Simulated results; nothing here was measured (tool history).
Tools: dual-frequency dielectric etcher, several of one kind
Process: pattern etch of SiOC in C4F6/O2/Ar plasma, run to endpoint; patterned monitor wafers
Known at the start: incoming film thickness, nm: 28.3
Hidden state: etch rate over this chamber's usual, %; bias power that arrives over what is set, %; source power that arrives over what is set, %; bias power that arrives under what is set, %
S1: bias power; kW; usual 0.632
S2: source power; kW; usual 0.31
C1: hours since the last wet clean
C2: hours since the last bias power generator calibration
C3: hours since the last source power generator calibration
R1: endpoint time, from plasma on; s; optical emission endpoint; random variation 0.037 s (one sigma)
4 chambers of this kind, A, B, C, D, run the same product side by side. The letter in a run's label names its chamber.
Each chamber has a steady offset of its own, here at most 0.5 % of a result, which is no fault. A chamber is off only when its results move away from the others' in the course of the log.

{"hour": 6.7, "done": "chamber C: wet clean of the chamber"}
{"run": "1B", "hour": 7.2, "S1": 0.632, "S2": 0.31, "C1": 365, "C2": 535.5, "C3": 259.6, "R1": 9.6078}
{"run": "2A", "hour": 18.0, "S1": 0.632, "S2": 0.31, "C1": 631.8, "C2": 2635.9, "C3": 1189, "R1": 9.5018}
{"run": "3C", "hour": 27.6, "S1": 0.632, "S2": 0.31, "C1": 20.9, "C2": 1569.4, "C3": 651.4, "R1": 9.5127}
{"run": "4D", "hour": 32.8, "S1": 0.632, "S2": 0.31, "C1": 447.9, "C2": 1794.1, "C3": 1410.5, "R1": 9.5468}
{"run": "5D", "hour": 43.6, "S1": 0.632, "S2": 0.31, "C1": 458.7, "C2": 1804.9, "C3": 1421.3, "R1": 9.5152}
{"hour": 45.6, "done": "chamber A: wet clean of the chamber"}
{"run": "6C", "hour": 51.6, "S1": 0.632, "S2": 0.31, "C1": 44.9, "C2": 1593.4, "C3": 675.4, "R1": 9.5017}
{"run": "7A", "hour": 63.5, "S1": 0.632, "S2": 0.31, "C1": 18, "C2": 2681.4, "C3": 1234.5, "R1": 9.4882}
{"run": "8B", "hour": 73.8, "S1": 0.632, "S2": 0.31, "C1": 431.6, "C2": 602.1, "C3": 326.2, "R1": 9.6442}
{"hour": 83.1, "done": "chamber D: wet clean of the chamber"}
{"run": "9D", "hour": 85.3, "S1": 0.632, "S2": 0.31, "C1": 2.2, "C2": 1846.6, "C3": 1463, "R1": 9.5821}
{"run": "10A", "hour": 91.8, "S1": 0.497, "S2": 0.26, "C1": 46.3, "C2": 2709.7, "C3": 1262.8, "R1": 11.22}
{"run": "11C", "hour": 98.7, "S1": 0.497, "S2": 0.26, "C1": 92, "C2": 1640.5, "C3": 722.5, "R1": 11.13}
{"run": "12B", "hour": 110.4, "S1": 0.497, "S2": 0.26, "C1": 468.2, "C2": 638.7, "C3": 362.8, "R1": 11.289}
{"run": "13A", "hour": 116.9, "S1": 0.497, "S2": 0.26, "C1": 71.4, "C2": 2734.8, "C3": 1287.9, "R1": 11.143}
{"run": "14C", "hour": 127.6, "S1": 0.499, "S2": 0.24, "C1": 120.9, "C2": 1669.4, "C3": 751.4, "R1": 11.415}
{"run": "15D", "hour": 135.3, "S1": 0.499, "S2": 0.24, "C1": 52.2, "C2": 1896.6, "C3": 1513, "R1": 11.577}
{"run": "16B", "hour": 143.5, "S1": 0.499, "S2": 0.24, "C1": 501.3, "C2": 671.8, "C3": 395.9, "R1": 11.563}
{"run": "17B", "hour": 151.8, "S1": 0.499, "S2": 0.24, "C1": 509.6, "C2": 680.1, "C3": 404.2, "R1": 11.561}
{"run": "18A", "hour": 159.1, "S1": 0.632, "S2": 0.31, "C1": 113.6, "C2": 2777, "C3": 1330.1, "R1": 9.5687}
{"run": "19D", "hour": 168.1, "S1": 0.632, "S2": 0.31, "C1": 85, "C2": 1929.4, "C3": 1545.8, "R1": 9.4966}
{"run": "20C", "hour": 179.2, "S1": 0.632, "S2": 0.31, "C1": 172.5, "C2": 1721, "C3": 803, "R1": 9.535}
{"run": "21C", "hour": 184.6, "S1": 0.632, "S2": 0.31, "C1": 177.9, "C2": 1726.4, "C3": 808.4, "R1": 9.5152}
{"run": "22D", "hour": 191.3, "S1": 0.632, "S2": 0.27, "C1": 108.2, "C2": 1952.6, "C3": 1569, "R1": 9.9939}
{"run": "23B", "hour": 198.2, "S1": 0.632, "S2": 0.27, "C1": 556, "C2": 726.5, "C3": 450.6, "R1": 10.13}
{"run": "24A", "hour": 204.0, "S1": 0.632, "S2": 0.27, "C1": 158.5, "C2": 2821.9, "C3": 1375, "R1": 10.012}
{"run": "25B", "hour": 212.8, "S1": 0.632, "S2": 0.27, "C1": 570.6, "C2": 741.1, "C3": 465.2, "R1": 10.084}
{"run": "26C", "hour": 218.4, "S1": 0.632, "S2": 0.31, "C1": 211.7, "C2": 1760.2, "C3": 842.2, "R1": 9.5008}
{"run": "27D", "hour": 228.9, "S1": 0.54, "S2": 0.27, "C1": 145.8, "C2": 1990.2, "C3": 1606.6, "R1": 10.644}
{"hour": 231.1, "done": "chamber A: bias power generator calibrated"}
{"run": "28A", "hour": 239.7, "S1": 0.54, "S2": 0.27, "C1": 194.2, "C2": 8.7, "C3": 1410.7, "R1": 10.735}
{"run": "29C", "hour": 251.3, "S1": 0.54, "S2": 0.27, "C1": 244.6, "C2": 1793.1, "C3": 875.1, "R1": 10.597}
{"run": "30B", "hour": 263.0, "S1": 0.54, "S2": 0.27, "C1": 620.8, "C2": 791.3, "C3": 515.4, "R1": 10.812}
{"run": "31A", "hour": 270.7, "S1": 0.632, "S2": 0.31, "C1": 225.2, "C2": 39.7, "C3": 1441.7, "R1": 9.5137}
{"run": "32D", "hour": 279.7, "S1": 0.632, "S2": 0.31, "C1": 196.6, "C2": 2041, "C3": 1657.4, "R1": 9.5611}
{"run": "33C", "hour": 288.4, "S1": 0.632, "S2": 0.31, "C1": 281.7, "C2": 1830.2, "C3": 912.2, "R1": 9.5655}
{"run": "34D", "hour": 297.5, "S1": 0.632, "S2": 0.31, "C1": 214.4, "C2": 2058.8, "C3": 1675.2, "R1": 9.5541}
{"hour": 302.8, "done": "chamber B: wet clean of the chamber"}
{"run": "35B", "hour": 306.1, "S1": 0.632, "S2": 0.31, "C1": 3.3, "C2": 834.4, "C3": 558.5, "R1": 9.6445}
{"run": "36A", "hour": 313.1, "S1": 0.632, "S2": 0.31, "C1": 267.6, "C2": 82.1, "C3": 1484.1, "R1": 9.5596}

All 4 chambers run these settings next. Forecast each chamber's results:
{"run": "37A", "hour": 321.7, "S1": 0.724, "S2": 0.31, "R1": "?"}
{"run": "37B", "hour": 321.7, "S1": 0.724, "S2": 0.31, "R1": "?"}
{"run": "37C", "hour": 321.7, "S1": 0.724, "S2": 0.31, "R1": "?"}
{"run": "37D", "hour": 321.7, "S1": 0.724, "S2": 0.31, "R1": "?"}

run=37A R1=9.0372
run=37B R1=9.1187
run=37C R1=9.0162
run=37D R1=9.03
